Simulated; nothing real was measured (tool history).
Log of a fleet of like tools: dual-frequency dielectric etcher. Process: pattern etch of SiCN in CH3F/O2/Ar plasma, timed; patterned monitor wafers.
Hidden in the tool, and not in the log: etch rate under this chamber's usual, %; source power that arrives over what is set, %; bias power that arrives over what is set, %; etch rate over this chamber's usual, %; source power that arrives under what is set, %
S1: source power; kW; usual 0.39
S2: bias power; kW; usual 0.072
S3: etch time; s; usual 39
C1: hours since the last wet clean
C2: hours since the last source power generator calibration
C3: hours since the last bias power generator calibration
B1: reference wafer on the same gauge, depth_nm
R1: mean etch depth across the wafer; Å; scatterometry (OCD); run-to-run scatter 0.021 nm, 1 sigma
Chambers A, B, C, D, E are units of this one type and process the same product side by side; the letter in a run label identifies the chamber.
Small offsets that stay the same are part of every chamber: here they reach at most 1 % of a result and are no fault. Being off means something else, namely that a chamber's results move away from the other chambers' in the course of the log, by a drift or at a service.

run,hour,S1,S2,S3,C1,C2,C3,B1,R1
1D,4.9,0.39,0.072,39,328.8,2057.4,92,15.797,144.98
2A,12.6,0.39,0.072,39,331.9,2505.9,1117.9,15.792,144.23
3E,18.5,0.39,0.072,39,161.9,3122.6,653.5,15.791,143.74
4C,24,0.39,0.072,39,318.2,1298,2582,15.791,145.62
5B,31.2,0.39,0.072,39,88.2,164.9,1136.7,15.787,144.3
6C,38.3,0.39,0.072,39,332.5,1312.3,2596.3,15.781,145.49
7D,42.6,0.39,0.072,39,366.5,2095.1,129.7,15.784,144.98
8E,47,0.39,0.072,39,190.4,3151.1,682,15.778,144.4
9A,53.1,0.39,0.072,39,372.4,2546.4,1158.4,15.772,144.24
10B,60.8,0.39,0.072,39,117.8,194.5,1166.3,15.772,143.76
11A,68.5,0.39,0.072,39,387.8,2561.8,1173.8,15.766,144.54
12B,73.3,0.39,0.072,39,130.3,207,1178.8,15.765,143.91
13C,79.2,0.39,0.072,39,373.4,1353.2,2637.2,15.761,145.52
14E,83.1,0.39,0.072,39,226.5,3187.2,718.1,15.764,144.21
15D,89.2,0.39,0.072,39,413.1,2141.7,176.3,15.753,144.62
16C,93.8,0.39,0.072,39,388,1367.8,2651.8,15.754,145.62
# hour 97.1: chamber C: wet clean of the chamber
17E,99.2,0.39,0.072,39,242.6,3203.3,734.2,15.75,143.91
18B,104.3,0.39,0.072,39,161.3,238,1209.8,15.749,143.96
19A,110.6,0.39,0.072,39,429.9,2603.9,1215.9,15.747,143.69
# hour 112.2: chamber C: bias power generator calibrated
20D,116,0.39,0.072,39,439.9,2168.5,203.1,15.744,144.73
21C,121.6,0.39,0.072,39,24.6,1395.6,9.4,15.735,145.27
22D,128.4,0.39,0.072,39,452.3,2180.9,215.5,15.731,144.3
23E,135.2,0.39,0.072,39,278.6,3239.3,770.2,15.73,143.76
24B,140.2,0.39,0.072,39,197.2,273.9,1245.7,15.725,143.92
# hour 141.1: chamber D: wet clean of the chamber
25A,145.9,0.39,0.072,39,465.2,2639.2,1251.2,15.723,144.09
26A,154.3,0.39,0.072,39,473.6,2647.6,1259.6,15.726,143.79
27D,159.8,0.39,0.072,39,18.7,2212.3,246.9,15.716,144.08
28B,167.4,0.39,0.072,39,224.4,301.1,1272.9,15.716,143.4
29C,172.7,0.29,0.066,39,75.7,1446.7,60.5,15.713,125.64
30E,180.2,0.29,0.066,39,323.6,3284.3,815.2,15.707,124.17
31D,184.3,0.29,0.066,39,43.2,2236.8,271.4,15.716,124.62

Each of the 5 chambers runs these same settings next. Fill in every chamber's results:
32A,190.2,0.39,0.072,39,,,,,?
32B,190.2,0.39,0.072,39,,,,,?
32C,190.2,0.39,0.072,39,,,,,?
32D,190.2,0.39,0.072,39,,,,,?
32E,190.2,0.39,0.072,39,,,,,?

run,R1
32A,143.5
32B,143.12
32C,145.01
32D,144.33
32E,143.5
